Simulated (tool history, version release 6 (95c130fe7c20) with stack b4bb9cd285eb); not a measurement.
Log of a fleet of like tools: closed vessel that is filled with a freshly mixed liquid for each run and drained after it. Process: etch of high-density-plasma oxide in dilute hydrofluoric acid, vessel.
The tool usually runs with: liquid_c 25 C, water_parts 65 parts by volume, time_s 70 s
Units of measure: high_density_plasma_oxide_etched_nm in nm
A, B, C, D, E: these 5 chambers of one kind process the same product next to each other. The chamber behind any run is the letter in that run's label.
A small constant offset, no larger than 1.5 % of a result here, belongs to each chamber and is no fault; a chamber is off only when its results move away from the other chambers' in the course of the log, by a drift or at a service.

| run | hour | liquid_c | water_parts | time_s | hours since the thermometer was replaced | hours since the hydrofluoric acid flow meter was replaced | read-back film thickness of the high-density-plasma oxide reference wafer, read on the same gauge (nm) | high_density_plasma_oxide_etched_nm |
|---|---|---|---|---|---|---|---|---|
| 1D | 5.7 | 25 | 65 | 70 | 456.7 | 539.9 | 149.99 | 6.7672 |
| 2A | 12.0 | 25 | 65 | 70 | 531.8 | 501.5 | 150.03 | 6.8747 |
|  | 20.4 | chamber E: thermometer replaced |
| 3C | 21.6 | 25 | 65 | 70 | 565.3 | 391.0 | 150.00 | 6.9379 |
| 4E | 28.4 | 25 | 65 | 70 | 8.0 | 410.5 | 149.98 | 6.8079 |
| 5B | 36.3 | 25 | 65 | 70 | 1227.2 | 1288.0 | 149.97 | 6.8350 |
| 6E | 42.5 | 25 | 85 | 50 | 22.1 | 424.6 | 149.97 | 3.6450 |
| 7A | 51.2 | 25 | 85 | 50 | 571.0 | 540.7 | 150.01 | 3.6784 |
| 8B | 57.2 | 25 | 85 | 50 | 1248.1 | 1308.9 | 150.05 | 3.6458 |
| 9D | 68.9 | 25 | 85 | 50 | 519.9 | 603.1 | 149.97 | 3.5987 |
|  | 74.9 | chamber E: hydrofluoric acid flow meter replaced |
| 10C | 80.6 | 25 | 85 | 50 | 624.3 | 450.0 | 150.00 | 3.6671 |
| 11D | 92.5 | 25 | 65 | 70 | 543.5 | 626.7 | 150.00 | 6.7315 |
| 12C | 102.4 | 25 | 65 | 70 | 646.1 | 471.8 | 150.02 | 6.8934 |
| 13B | 108.4 | 25 | 40 | 70 | 1299.3 | 1360.1 | 150.04 | 11.4160 |
| 14A | 116.0 | 25 | 40 | 70 | 635.8 | 605.5 | 149.99 | 11.4330 |
|  | 121.0 | chamber D: thermometer replaced |
| 15E | 124.6 | 25 | 40 | 70 | 104.2 | 49.7 | 150.01 | 11.4130 |
| 16B | 130.6 | 25 | 40 | 70 | 1321.5 | 1382.3 | 150.04 | 11.5010 |
| 17C | 140.5 | 25 | 40 | 70 | 684.2 | 509.9 | 150.05 | 11.7200 |
| 18D | 148.0 | 25 | 65 | 70 | 27.1 | 682.2 | 149.98 | 6.6637 |
| 19E | 157.3 | 25 | 55 | 70 | 136.9 | 82.4 | 149.98 | 8.1003 |
| 20A | 165.7 | 25 | 55 | 70 | 685.5 | 655.2 | 150.00 | 8.2515 |
| 21C | 175.6 | 25 | 55 | 70 | 719.3 | 545.0 | 150.03 | 8.2602 |
| 22D | 183.1 | 25 | 55 | 70 | 62.2 | 717.3 | 150.02 | 7.9486 |
| 23B | 190.2 | 25 | 55 | 70 | 1381.1 | 1441.9 | 150.02 | 8.1678 |
| 24A | 201.1 | 25 | 65 | 70 | 720.9 | 690.6 | 150.05 | 6.9030 |
| 25E | 212.6 | 25 | 50 | 85 | 192.2 | 137.7 | 150.00 | 10.8970 |
| 26C | 219.5 | 25 | 50 | 85 | 763.2 | 588.9 | 150.04 | 11.1520 |
| 27B | 225.5 | 25 | 50 | 85 | 1416.4 | 1477.2 | 150.02 | 11.0250 |
| 28A | 231.8 | 25 | 50 | 85 | 751.6 | 721.3 | 150.02 | 11.1430 |
| 29E | 243.3 | 25 | 50 | 85 | 222.9 | 168.4 | 149.98 | 10.9640 |
| 30D | 254.9 | 25 | 65 | 70 | 134.0 | 789.1 | 149.99 | 6.5194 |
| 31C | 265.4 | 25 | 50 | 110 | 809.1 | 634.8 | 150.03 | 14.5690 |
| 32E | 275.5 | 25 | 50 | 110 | 255.1 | 200.6 | 150.01 | 14.1780 |
| 33B | 284.2 | 25 | 50 | 110 | 1475.1 | 1535.9 | 150.00 | 14.2680 |
| 34D | 294.8 | 25 | 50 | 110 | 173.9 | 829.0 | 150.03 | 13.4910 |
| 35A | 305.7 | 25 | 50 | 110 | 825.5 | 795.2 | 149.98 | 14.3570 |

All chambers now run identical settings, listed one chamber a line with results as question marks. What results will each chamber show?
| 36A | 314.4 | 25 | 65 | 70 |  |  |  | ? |
| 36B | 314.4 | 25 | 65 | 70 |  |  |  | ? |
| 36C | 314.4 | 25 | 65 | 70 |  |  |  | ? |
| 36D | 314.4 | 25 | 65 | 70 |  |  |  | ? |
| 36E | 314.4 | 25 | 65 | 70 |  |  |  | ? |

| run | high_density_plasma_oxide_etched_nm |
|---|---|
| 36A | 6.8790 |
| 36B | 6.7942 |
| 36C | 6.9260 |
| 36D | 6.3781 |
| 36E | 6.8589 |
